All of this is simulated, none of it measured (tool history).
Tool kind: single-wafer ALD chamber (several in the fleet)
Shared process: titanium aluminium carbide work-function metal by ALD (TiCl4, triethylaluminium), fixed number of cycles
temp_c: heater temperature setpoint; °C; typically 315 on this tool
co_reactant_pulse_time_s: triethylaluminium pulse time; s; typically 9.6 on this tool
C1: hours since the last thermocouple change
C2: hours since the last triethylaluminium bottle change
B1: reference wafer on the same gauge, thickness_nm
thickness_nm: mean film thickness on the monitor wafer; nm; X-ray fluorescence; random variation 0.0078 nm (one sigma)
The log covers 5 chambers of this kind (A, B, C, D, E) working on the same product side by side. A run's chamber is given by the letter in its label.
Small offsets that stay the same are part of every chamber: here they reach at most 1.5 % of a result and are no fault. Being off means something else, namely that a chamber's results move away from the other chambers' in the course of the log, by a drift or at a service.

Run 1B, hour 6.8: usual settings; C1 652.6; C2 833.6; B1 2.0005. Result: thickness_nm 2.093 nm.
Run 2C, hour 17.7: usual settings; C1 188.6; C2 947.5; B1 1.9996. Result: thickness_nm 2.0902 nm.
Run 3A, hour 26.6: usual settings; C1 728.2; C2 373.6; B1 2.0014. Result: thickness_nm 2.1385 nm.
Run 4D, hour 36.7: usual settings; C1 1511.4; C2 648.1; B1 2. Result: thickness_nm 2.1045 nm.
Run 5E, hour 46.6: usual settings; C1 504.6; C2 762.9; B1 1.9999. Result: thickness_nm 2.1013 nm.
Run 6E, hour 61.2: usual settings; C1 519.2; C2 777.5; B1 2.0009. Result: thickness_nm 2.1041 nm.
Run 7D, hour 74.9: usual settings; C1 1549.6; C2 686.3; B1 2.0002. Result: thickness_nm 2.113 nm.
Run 8A, hour 88.5: usual settings; C1 790.1; C2 435.5; B1 2.0006. Result: thickness_nm 2.1331 nm.
Run 9B, hour 100: usual settings; C1 745.8; C2 926.8; B1 2.0008. Result: thickness_nm 2.0944 nm.
Run 10C, hour 107.7: usual settings; C1 278.6; C2 1037.5; B1 2.0003. Result: thickness_nm 2.0863 nm.
Run 11A, hour 121.3: usual settings but temp_c 303 °C, co_reactant_pulse_time_s 8.32 s; C1 822.9; C2 468.3; B1 2.0001. Result: thickness_nm 1.9954 nm.
Run 12B, hour 132.8: usual settings but temp_c 303 °C, co_reactant_pulse_time_s 8.32 s; C1 778.6; C2 959.6; B1 1.9992. Result: thickness_nm 1.9477 nm.
Run 13E, hour 146.5: usual settings but temp_c 303 °C, co_reactant_pulse_time_s 8.32 s; C1 604.5; C2 862.8; B1 1.9982. Result: thickness_nm 1.9529 nm.
Run 14D, hour 153.5: usual settings but temp_c 303 °C, co_reactant_pulse_time_s 8.32 s; C1 1628.2; C2 764.9; B1 1.9991. Result: thickness_nm 1.9449 nm.
Run 15C, hour 165.8: usual settings but temp_c 303 °C, co_reactant_pulse_time_s 8.32 s; C1 336.7; C2 1095.6; B1 2.0018. Result: thickness_nm 1.965 nm.
Run 16B, hour 175.9: usual settings; C1 821.7; C2 1002.7; B1 1.9999. Result: thickness_nm 2.0791 nm.
Run 17A, hour 188.2: usual settings; C1 889.8; C2 535.2; B1 2.0011. Result: thickness_nm 2.1342 nm.
Run 18D, hour 201.3: usual settings; C1 1676; C2 812.7; B1 1.999. Result: thickness_nm 2.097 nm.
Run 19C, hour 208.5: usual settings but co_reactant_pulse_time_s 12.57 s; C1 379.4; C2 1138.3; B1 1.9992. Result: thickness_nm 2.1429 nm.
Run 20E, hour 222.3: usual settings but co_reactant_pulse_time_s 12.57 s; C1 680.3; C2 938.6; B1 1.9997. Result: thickness_nm 2.1553 nm.
Run 21C, hour 230.3: usual settings but co_reactant_pulse_time_s 12.57 s; C1 401.2; C2 1160.1; B1 1.9991. Result: thickness_nm 2.1536 nm.
Run 22B, hour 243.7: usual settings but co_reactant_pulse_time_s 12.57 s; C1 889.5; C2 1070.5; B1 2.0013. Result: thickness_nm 2.1362 nm.
Run 23D, hour 257.7: usual settings but co_reactant_pulse_time_s 12.57 s; C1 1732.4; C2 869.1; B1 2.0002. Result: thickness_nm 2.161 nm.
Run 24E, hour 272.1: usual settings; C1 730.1; C2 988.4; B1 2.0004. Result: thickness_nm 2.107 nm.
Run 25A, hour 283.4: usual settings; C1 985; C2 630.4; B1 2.0005. Result: thickness_nm 2.126 nm.
Run 26C, hour 295.8: usual settings; C1 466.7; C2 1225.6; B1 1.9991. Result: thickness_nm 2.1055 nm.
Run 27B, hour 307: usual settings but temp_c 323 °C; C1 952.8; C2 1133.8; B1 1.9998. Result: thickness_nm 2.1295 nm.
Run 28E, hour 319.6: usual settings but temp_c 323 °C; C1 777.6; C2 1035.9; B1 2.0009. Result: thickness_nm 2.1744 nm.
Run 29A, hour 332.3: usual settings but temp_c 323 °C; C1 1033.9; C2 679.3; B1 2.0005. Result: thickness_nm 2.2013 nm.
Run 30D, hour 341.9: usual settings but temp_c 323 °C; C1 1816.6; C2 953.3; B1 1.9996. Result: thickness_nm 2.1643 nm.
Run 31E, hour 355.4: usual settings but temp_c 323 °C; C1 813.4; C2 1071.7; B1 2.0005. Result: thickness_nm 2.1777 nm.
Run 32C, hour 364.8: usual settings; C1 535.7; C2 1294.6; B1 1.9992. Result: thickness_nm 2.0808 nm.
Run 33B, hour 378.8: usual settings; C1 1024.6; C2 1205.6; B1 2.0004. Result: thickness_nm 2.0376 nm.
At hour 380.2: chamber D: thermocouple changed; heater temperature recalibrated.
Run 34A, hour 385.2: usual settings; C1 1086.8; C2 732.2; B1 2.0002. Result: thickness_nm 2.12 nm.
Run 35D, hour 393.8: usual settings; C1 13.7; C2 1005.2; B1 2. Result: thickness_nm 2.0951 nm.
Run 36A, hour 402.4: usual settings; C1 1104; C2 749.4; B1 1.9992. Result: thickness_nm 2.1306 nm.
Run 37C, hour 410.8: usual settings; C1 581.7; C2 1340.6; B1 2.0004. Result: thickness_nm 2.1147 nm.

For the next run the whole fleet of 5 chambers uses the same settings. Give each chamber's results:
Run 38A, hour 421.2: usual settings but co_reactant_pulse_time_s 13.27 s. Result: thickness_nm ?.
Run 38B, hour 421.2: usual settings but co_reactant_pulse_time_s 13.27 s. Result: thickness_nm ?.
Run 38C, hour 421.2: usual settings but co_reactant_pulse_time_s 13.27 s. Result: thickness_nm ?.
Run 38D, hour 421.2: usual settings but co_reactant_pulse_time_s 13.27 s. Result: thickness_nm ?.
Run 38E, hour 421.2: usual settings but co_reactant_pulse_time_s 13.27 s. Result: thickness_nm ?.

run  thickness_nm
38A         2.193
38B        2.1368
38C        2.1586
38D        2.1529
38E        2.1572
